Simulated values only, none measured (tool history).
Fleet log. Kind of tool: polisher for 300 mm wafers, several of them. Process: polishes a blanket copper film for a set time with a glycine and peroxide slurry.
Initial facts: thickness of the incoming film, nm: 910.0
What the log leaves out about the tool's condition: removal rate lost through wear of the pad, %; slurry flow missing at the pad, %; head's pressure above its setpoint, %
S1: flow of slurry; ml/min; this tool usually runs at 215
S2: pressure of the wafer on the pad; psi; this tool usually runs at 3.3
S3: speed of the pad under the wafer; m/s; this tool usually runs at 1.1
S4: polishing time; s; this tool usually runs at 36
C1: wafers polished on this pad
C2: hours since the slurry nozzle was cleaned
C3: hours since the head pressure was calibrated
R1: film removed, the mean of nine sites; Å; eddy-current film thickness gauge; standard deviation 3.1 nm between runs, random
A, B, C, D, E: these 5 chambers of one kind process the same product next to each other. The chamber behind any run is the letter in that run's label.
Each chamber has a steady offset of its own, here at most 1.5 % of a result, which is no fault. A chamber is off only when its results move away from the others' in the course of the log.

{"run": "1C", "hour": 2.4, "S1": 215, "S2": 3.3, "S3": 1.1, "S4": 36, "C1": 191, "C2": 620.9, "C3": 30.8, "R1": 2957.2}
{"run": "2E", "hour": 5.7, "S1": 215, "S2": 3.3, "S3": 1.1, "S4": 36, "C1": 275, "C2": 153.3, "C3": 864.5, "R1": 2932.4}
{"run": "3D", "hour": 11.3, "S1": 215, "S2": 3.3, "S3": 1.1, "S4": 36, "C1": 844, "C2": 243.2, "C3": 334.3, "R1": 2903.6}
{"run": "4A", "hour": 15.4, "S1": 215, "S2": 3.3, "S3": 1.1, "S4": 36, "C1": 1057, "C2": 194.8, "C3": 591.3, "R1": 2901.8}
{"run": "5B", "hour": 19.2, "S1": 215, "S2": 3.3, "S3": 1.1, "S4": 36, "C1": 302, "C2": 386.9, "C3": 1489.5, "R1": 2865.1}
{"run": "6E", "hour": 22.3, "S1": 215, "S2": 3.3, "S3": 1.1, "S4": 36, "C1": 438, "C2": 169.9, "C3": 881.1, "R1": 2954.8}
{"run": "7D", "hour": 25.4, "S1": 215, "S2": 3.3, "S3": 1.1, "S4": 36, "C1": 982, "C2": 257.3, "C3": 348.4, "R1": 2944.3}
{"run": "8A", "hour": 30.1, "S1": 215, "S2": 3.3, "S3": 1.1, "S4": 36, "C1": 1200, "C2": 209.5, "C3": 606, "R1": 2921.8}
{"run": "9C", "hour": 34.2, "S1": 215, "S2": 3.3, "S3": 1.1, "S4": 36, "C1": 502, "C2": 652.7, "C3": 62.6, "R1": 2950.1}
{"hour": 34.5, "done": "chamber A: worn pad replaced by a new one"}
{"run": "10B", "hour": 38.1, "S1": 215, "S2": 3.3, "S3": 1.1, "S4": 36, "C1": 487, "C2": 405.8, "C3": 1508.4, "R1": 2893.9}
{"run": "11A", "hour": 40.6, "S1": 215, "S2": 3.3, "S3": 1.1, "S4": 36, "C1": 60, "C2": 220, "C3": 616.5, "R1": 2961.7}
{"hour": 44.5, "done": "chamber B: slurry nozzle cleaned"}
{"run": "12B", "hour": 44.6, "S1": 215, "S2": 3.3, "S3": 1.32, "S4": 40, "C1": 551, "C2": 0.1, "C3": 1514.9, "R1": 3889.2}
{"run": "13C", "hour": 49.1, "S1": 215, "S2": 3.3, "S3": 1.32, "S4": 40, "C1": 648, "C2": 667.6, "C3": 77.5, "R1": 3782.7}
{"run": "14E", "hour": 51.7, "S1": 215, "S2": 3.3, "S3": 1.32, "S4": 40, "C1": 725, "C2": 199.3, "C3": 910.5, "R1": 3848.9}
{"hour": 52.0, "done": "chamber D: worn pad replaced by a new one"}
{"run": "15D", "hour": 55.0, "S1": 215, "S2": 3.3, "S3": 1.32, "S4": 40, "C1": 29, "C2": 286.9, "C3": 378, "R1": 3851.3}
{"hour": 56.6, "done": "chamber A: head pressure recalibrated"}
{"run": "16E", "hour": 59.3, "S1": 215, "S2": 3.3, "S3": 1.32, "S4": 40, "C1": 799, "C2": 206.9, "C3": 918.1, "R1": 3859.5}
{"run": "17A", "hour": 64.7, "S1": 215, "S2": 3.3, "S3": 1.1, "S4": 36, "C1": 296, "C2": 244.1, "C3": 8.2, "R1": 2933.1}
{"run": "18D", "hour": 67.9, "S1": 175, "S2": 2.9, "S3": 1.1, "S4": 36, "C1": 155, "C2": 299.8, "C3": 390.9, "R1": 2484.9}
{"run": "19C", "hour": 73.1, "S1": 175, "S2": 2.9, "S3": 1.1, "S4": 36, "C1": 883, "C2": 691.6, "C3": 101.5, "R1": 2553.9}
{"run": "20B", "hour": 76.1, "S1": 175, "S2": 2.9, "S3": 1.1, "S4": 36, "C1": 859, "C2": 31.6, "C3": 1546.4, "R1": 2605.2}
{"run": "21D", "hour": 80.4, "S1": 175, "S2": 2.9, "S3": 1.1, "S4": 36, "C1": 277, "C2": 312.3, "C3": 403.4, "R1": 2497}
{"run": "22A", "hour": 85.0, "S1": 175, "S2": 2.9, "S3": 1.1, "S4": 36, "C1": 494, "C2": 264.4, "C3": 28.5, "R1": 2607.9}
{"run": "23E", "hour": 88.3, "S1": 215, "S2": 3.3, "S3": 1.1, "S4": 36, "C1": 1083, "C2": 235.9, "C3": 947.1, "R1": 2849.5}
{"run": "24C", "hour": 91.0, "S1": 215, "S2": 4, "S3": 1.1, "S4": 36, "C1": 1058, "C2": 709.5, "C3": 119.4, "R1": 3467.7}
{"run": "25B", "hour": 94.4, "S1": 215, "S2": 4, "S3": 1.1, "S4": 36, "C1": 1038, "C2": 49.9, "C3": 1564.7, "R1": 3454.4}
{"hour": 99.2, "done": "chamber C: worn pad replaced by a new one"}
{"run": "26D", "hour": 99.9, "S1": 215, "S2": 4, "S3": 1.1, "S4": 36, "C1": 468, "C2": 331.8, "C3": 422.9, "R1": 3389.4}
{"hour": 102.4, "done": "chamber B: worn pad replaced by a new one"}
{"run": "27E", "hour": 104.2, "S1": 215, "S2": 4, "S3": 1.1, "S4": 36, "C1": 1238, "C2": 251.8, "C3": 963, "R1": 3319.6}
{"run": "28C", "hour": 109.1, "S1": 215, "S2": 4, "S3": 1.1, "S4": 36, "C1": 97, "C2": 727.6, "C3": 137.5, "R1": 3420.6}
{"run": "29A", "hour": 114.6, "S1": 215, "S2": 3.3, "S3": 1.1, "S4": 36, "C1": 784, "C2": 294, "C3": 58.1, "R1": 2954.4}
{"hour": 116.2, "done": "chamber C: slurry nozzle cleaned"}
{"run": "30B", "hour": 117.3, "S1": 215, "S2": 3.3, "S3": 1.1, "S4": 26, "C1": 146, "C2": 72.8, "C3": 1587.6, "R1": 2114.9}
{"run": "31D", "hour": 120.9, "S1": 215, "S2": 3.3, "S3": 1.1, "S4": 26, "C1": 673, "C2": 352.8, "C3": 443.9, "R1": 2098.9}
{"run": "32C", "hour": 125.3, "S1": 215, "S2": 3.3, "S3": 1.1, "S4": 26, "C1": 255, "C2": 9.1, "C3": 153.7, "R1": 2114.1}
{"run": "33A", "hour": 128.8, "S1": 215, "S2": 3.3, "S3": 1.1, "S4": 26, "C1": 922, "C2": 308.2, "C3": 72.3, "R1": 2150.7}
{"run": "34E", "hour": 133.7, "S1": 215, "S2": 3.3, "S3": 1.1, "S4": 26, "C1": 1527, "C2": 281.3, "C3": 992.5, "R1": 1982.6}
{"hour": 136.5, "done": "chamber B: head pressure recalibrated"}
{"run": "35B", "hour": 136.9, "S1": 215, "S2": 3.3, "S3": 1.1, "S4": 36, "C1": 337, "C2": 92.4, "C3": 0.4, "R1": 2922.7}
{"run": "36E", "hour": 142.0, "S1": 215, "S2": 3.3, "S3": 1.1, "S4": 36, "C1": 1608, "C2": 289.6, "C3": 1000.8, "R1": 2720}
{"run": "37B", "hour": 146.5, "S1": 245, "S2": 3.3, "S3": 1.1, "S4": 26, "C1": 431, "C2": 102, "C3": 10, "R1": 2196.1}
{"run": "38C", "hour": 151.1, "S1": 245, "S2": 3.3, "S3": 1.1, "S4": 26, "C1": 507, "C2": 34.9, "C3": 179.5, "R1": 2127}
{"hour": 154.2, "done": "chamber A: worn pad replaced by a new one"}
{"run": "39A", "hour": 154.8, "S1": 245, "S2": 3.3, "S3": 1.1, "S4": 26, "C1": 6, "C2": 334.2, "C3": 98.3, "R1": 2175.1}
{"run": "40D", "hour": 158.4, "S1": 245, "S2": 3.3, "S3": 1.1, "S4": 26, "C1": 1040, "C2": 390.3, "C3": 481.4, "R1": 2139}

Next, all 5 chambers run the settings below, one line each with question marks for the results. What does each chamber give?
{"run": "41A", "hour": 162.4, "S1": 215, "S2": 3.3, "S3": 0.78, "S4": 36, "R1": "?"}
{"run": "41B", "hour": 162.4, "S1": 215, "S2": 3.3, "S3": 0.78, "S4": 36, "R1": "?"}
{"run": "41C", "hour": 162.4, "S1": 215, "S2": 3.3, "S3": 0.78, "S4": 36, "R1": "?"}
{"run": "41D", "hour": 162.4, "S1": 215, "S2": 3.3, "S3": 0.78, "S4": 36, "R1": "?"}
{"run": "41E", "hour": 162.4, "S1": 215, "S2": 3.3, "S3": 0.78, "S4": 36, "R1": "?"}

run=41A R1=2232.9
run=41B R1=2228.1
run=41C R1=2211.3
run=41D R1=2203.8
run=41E R1=1930.1
